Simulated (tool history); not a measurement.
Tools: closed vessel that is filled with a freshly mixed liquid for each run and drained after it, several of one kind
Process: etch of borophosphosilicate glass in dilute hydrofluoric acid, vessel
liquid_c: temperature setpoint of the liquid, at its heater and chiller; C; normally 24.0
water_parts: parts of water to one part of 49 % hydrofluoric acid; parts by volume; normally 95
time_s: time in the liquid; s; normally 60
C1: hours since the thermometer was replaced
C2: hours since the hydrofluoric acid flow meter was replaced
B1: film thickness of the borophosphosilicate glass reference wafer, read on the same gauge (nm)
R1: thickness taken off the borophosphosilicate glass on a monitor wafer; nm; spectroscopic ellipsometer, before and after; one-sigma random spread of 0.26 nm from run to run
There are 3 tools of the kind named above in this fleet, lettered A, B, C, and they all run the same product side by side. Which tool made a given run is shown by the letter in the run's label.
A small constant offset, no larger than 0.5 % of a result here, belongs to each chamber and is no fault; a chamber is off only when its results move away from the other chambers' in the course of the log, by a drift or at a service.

run 1C hour=7.2 | liquid_c=24.0 water_parts=95 time_s=60 | C1=598.6 C2=1236.2 | B1=59.969 | R1=28.163
run 2B hour=21.2 | liquid_c=24.0 water_parts=95 time_s=60 | C1=365.0 C2=872.5 | B1=60.044 | R1=27.706
run 3A hour=35.8 | liquid_c=24.0 water_parts=95 time_s=60 | C1=634.9 C2=1024.1 | B1=59.964 | R1=27.862
run 4A hour=51.1 | liquid_c=24.0 water_parts=95 time_s=60 | C1=650.2 C2=1039.4 | B1=60.008 | R1=27.896
run 5C hour=59.6 | liquid_c=24.0 water_parts=95 time_s=60 | C1=651.0 C2=1288.6 | B1=60.004 | R1=28.049
-- hour=71.4 chamber C: hydrofluoric acid flow meter replaced
run 6B hour=74.1 | liquid_c=24.0 water_parts=95 time_s=60 | C1=417.9 C2=925.4 | B1=60.010 | R1=27.422
run 7A hour=85.1 | liquid_c=24.0 water_parts=95 time_s=60 | C1=684.2 C2=1073.4 | B1=59.972 | R1=27.722
run 8C hour=97.8 | liquid_c=24.0 water_parts=95 time_s=60 | C1=689.2 C2=26.4 | B1=59.977 | R1=27.338
run 9B hour=105.8 | liquid_c=24.0 water_parts=95 time_s=60 | C1=449.6 C2=957.1 | B1=60.004 | R1=28.010
run 10C hour=113.7 | liquid_c=24.0 water_parts=95 time_s=60 | C1=705.1 C2=42.3 | B1=59.993 | R1=28.201
run 11B hour=127.6 | liquid_c=24.0 water_parts=95 time_s=60 | C1=471.4 C2=978.9 | B1=60.021 | R1=27.914
run 12A hour=137.3 | liquid_c=24.0 water_parts=95 time_s=60 | C1=736.4 C2=1125.6 | B1=59.971 | R1=27.565
run 13A hour=152.4 | liquid_c=24.0 water_parts=125 time_s=90 | C1=751.5 C2=1140.7 | B1=59.969 | R1=30.019
run 14C hour=166.6 | liquid_c=24.0 water_parts=125 time_s=90 | C1=758.0 C2=95.2 | B1=60.011 | R1=31.159
run 15B hour=178.1 | liquid_c=24.0 water_parts=125 time_s=90 | C1=521.9 C2=1029.4 | B1=60.033 | R1=30.083
run 16A hour=190.3 | liquid_c=24.0 water_parts=95 time_s=60 | C1=789.4 C2=1178.6 | B1=60.011 | R1=26.941
run 17B hour=203.1 | liquid_c=24.0 water_parts=95 time_s=60 | C1=546.9 C2=1054.4 | B1=59.985 | R1=27.509
run 18C hour=214.5 | liquid_c=24.0 water_parts=95 time_s=60 | C1=805.9 C2=143.1 | B1=59.987 | R1=27.989
run 19A hour=226.0 | liquid_c=24.0 water_parts=95 time_s=60 | C1=825.1 C2=1214.3 | B1=59.959 | R1=26.656
run 20C hour=232.6 | liquid_c=24.0 water_parts=95 time_s=60 | C1=824.0 C2=161.2 | B1=59.999 | R1=28.233
run 21B hour=246.1 | liquid_c=24.0 water_parts=95 time_s=60 | C1=589.9 C2=1097.4 | B1=59.971 | R1=28.127
run 22B hour=259.9 | liquid_c=24.0 water_parts=95 time_s=60 | C1=603.7 C2=1111.2 | B1=59.983 | R1=27.600
run 23A hour=274.5 | liquid_c=22.5 water_parts=135 time_s=60 | C1=873.6 C2=1262.8 | B1=60.024 | R1=16.867
run 24C hour=286.9 | liquid_c=22.5 water_parts=135 time_s=60 | C1=878.3 C2=215.5 | B1=60.003 | R1=17.414
run 25A hour=294.3 | liquid_c=22.5 water_parts=135 time_s=60 | C1=893.4 C2=1282.6 | B1=60.016 | R1=16.268
run 26B hour=307.4 | liquid_c=24.0 water_parts=95 time_s=60 | C1=651.2 C2=1158.7 | B1=59.966 | R1=27.239
run 27C hour=322.2 | liquid_c=21.0 water_parts=95 time_s=60 | C1=913.6 C2=250.8 | B1=59.995 | R1=25.320
run 28C hour=331.0 | liquid_c=21.0 water_parts=95 time_s=60 | C1=922.4 C2=259.6 | B1=59.988 | R1=24.484
run 29B hour=344.2 | liquid_c=21.0 water_parts=95 time_s=60 | C1=688.0 C2=1195.5 | B1=60.016 | R1=24.693
run 30A hour=356.6 | liquid_c=24.0 water_parts=120 time_s=60 | C1=955.7 C2=1344.9 | B1=60.001 | R1=19.655
run 31B hour=364.8 | liquid_c=24.0 water_parts=120 time_s=60 | C1=708.6 C2=1216.1 | B1=59.995 | R1=20.896

The same settings go to every chamber for the next run, one line per chamber below. Forecast the results for each:
run 32A hour=375.7 | liquid_c=24.0 water_parts=95 time_s=60 | R1=?
run 32B hour=375.7 | liquid_c=24.0 water_parts=95 time_s=60 | R1=?
run 32C hour=375.7 | liquid_c=24.0 water_parts=95 time_s=60 | R1=?

run=32A R1=25.416
run=32B R1=27.598
run=32C R1=27.915

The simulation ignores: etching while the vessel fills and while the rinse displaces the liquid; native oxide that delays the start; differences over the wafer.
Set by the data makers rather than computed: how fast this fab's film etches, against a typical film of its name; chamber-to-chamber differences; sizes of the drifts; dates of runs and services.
